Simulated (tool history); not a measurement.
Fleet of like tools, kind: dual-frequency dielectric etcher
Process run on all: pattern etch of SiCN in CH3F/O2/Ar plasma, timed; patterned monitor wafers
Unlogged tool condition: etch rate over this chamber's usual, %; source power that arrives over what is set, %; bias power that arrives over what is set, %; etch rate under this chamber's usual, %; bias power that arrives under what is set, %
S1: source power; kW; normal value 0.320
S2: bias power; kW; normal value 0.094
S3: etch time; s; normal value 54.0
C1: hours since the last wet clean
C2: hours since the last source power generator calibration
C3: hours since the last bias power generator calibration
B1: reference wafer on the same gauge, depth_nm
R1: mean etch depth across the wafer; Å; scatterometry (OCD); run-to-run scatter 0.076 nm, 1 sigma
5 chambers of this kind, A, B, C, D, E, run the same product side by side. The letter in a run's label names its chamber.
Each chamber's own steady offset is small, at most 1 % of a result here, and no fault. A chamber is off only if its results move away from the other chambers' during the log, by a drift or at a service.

run	hour	S1	S2	S3	C1	C2	C3	B1	R1
1E	6.9	0.320	0.094	54.0	377.2	249.7	1563.5	21.977	206.81
2C	14.5	0.320	0.094	54.0	371.5	3469.4	323.3	22.001	202.63
3D	21.5	0.320	0.094	54.0	275.4	4138.5	1184.6	21.998	205.52
4B	29.4	0.320	0.094	54.0	299.5	800.0	1904.8	22.023	204.99
5A	36.8	0.320	0.094	54.0	81.3	1046.9	4377.1	21.993	205.19
6E	47.8	0.320	0.094	54.0	418.1	290.6	1604.4	22.002	206.58
7A	58.4	0.320	0.094	54.0	102.9	1068.5	4398.7	21.988	204.16
8C	63.8	0.320	0.094	54.0	420.8	3518.7	372.6	22.019	203.32
9B	74.8	0.400	0.094	54.0	344.9	845.4	1950.2	21.978	223.07
10D	84.5	0.400	0.094	54.0	338.4	4201.5	1247.6	22.001	222.60
11B	95.7	0.400	0.094	54.0	365.8	866.3	1971.1	21.992	223.59
12E	100.8	0.400	0.094	54.0	471.1	343.6	1657.4	21.998	224.60
13A	106.7	0.400	0.094	54.0	151.2	1116.8	4447.0	22.006	221.42
14D	116.8	0.320	0.094	54.0	370.7	4233.8	1279.9	22.018	204.65
15C	124.3	0.250	0.094	54.0	481.3	3579.2	433.1	22.004	186.99
16E	130.7	0.250	0.094	54.0	501.0	373.5	1687.3	21.985	187.52
17C	137.3	0.250	0.094	54.0	494.3	3592.2	446.1	21.975	185.35
18B	144.4	0.250	0.094	54.0	414.5	915.0	2019.8	21.976	189.76
19D	155.2	0.250	0.094	54.0	409.1	4272.2	1318.3	21.996	187.95
20A	160.1	0.320	0.094	54.0	204.6	1170.2	4500.4	22.015	204.00
21E	169.2	0.320	0.094	54.0	539.5	412.0	1725.8	21.992	206.94
# hour 176.7: chamber E: wet clean of the chamber
22C	179.7	0.320	0.094	54.0	536.7	3634.6	488.5	22.002	203.51
23D	190.8	0.320	0.094	54.0	444.7	4307.8	1353.9	21.990	206.01
24A	196.6	0.320	0.094	45.5	241.1	1206.7	4536.9	21.980	171.37
# hour 202.3: chamber B: wet clean of the chamber
25B	204.6	0.320	0.094	45.5	2.4	975.2	2080.0	21.993	174.32
26E	214.0	0.320	0.094	45.5	37.4	456.8	1770.6	21.976	166.80
27B	220.1	0.320	0.094	45.5	17.9	990.7	2095.5	21.997	175.59
# hour 222.8: chamber C: source power generator calibrated
28C	228.9	0.320	0.094	45.5	585.9	6.2	537.7	22.013	172.07
29D	234.9	0.320	0.094	54.0	488.8	4351.9	1398.0	21.991	205.55
# hour 236.9: chamber D: wet clean of the chamber
30A	240.6	0.320	0.094	54.0	285.1	1250.7	4580.9	21.986	202.89
31A	246.2	0.370	0.085	54.0	290.7	1256.3	4586.5	21.999	207.58
32E	251.9	0.370	0.085	54.0	75.3	494.7	1808.5	22.000	202.07
33C	258.5	0.370	0.085	54.0	615.5	35.8	567.3	22.002	206.46
34B	264.5	0.370	0.085	54.0	62.3	1035.1	2139.9	21.994	208.88
35D	271.0	0.370	0.085	54.0	34.1	4388.0	1434.1	21.986	208.05
# hour 273.2: chamber C: wet clean of the chamber
36B	280.1	0.320	0.094	54.0	77.9	1050.7	2155.5	22.003	206.47
37D	290.5	0.320	0.094	54.0	53.6	4407.5	1453.6	22.005	206.22
38A	295.5	0.290	0.094	54.0	340.0	1305.6	4635.8	22.012	194.99
39C	306.8	0.290	0.094	54.0	33.7	84.1	615.6	22.011	197.09

All 5 chambers run these settings next. Forecast each chamber's results:
40A	314.9	0.320	0.094	54.0					?
40B	314.9	0.320	0.094	54.0					?
40C	314.9	0.320	0.094	54.0					?
40D	314.9	0.320	0.094	54.0					?
40E	314.9	0.320	0.094	54.0					?

run	R1
40A	204.71
40B	205.93
40C	204.05
40D	205.93
40E	197.03

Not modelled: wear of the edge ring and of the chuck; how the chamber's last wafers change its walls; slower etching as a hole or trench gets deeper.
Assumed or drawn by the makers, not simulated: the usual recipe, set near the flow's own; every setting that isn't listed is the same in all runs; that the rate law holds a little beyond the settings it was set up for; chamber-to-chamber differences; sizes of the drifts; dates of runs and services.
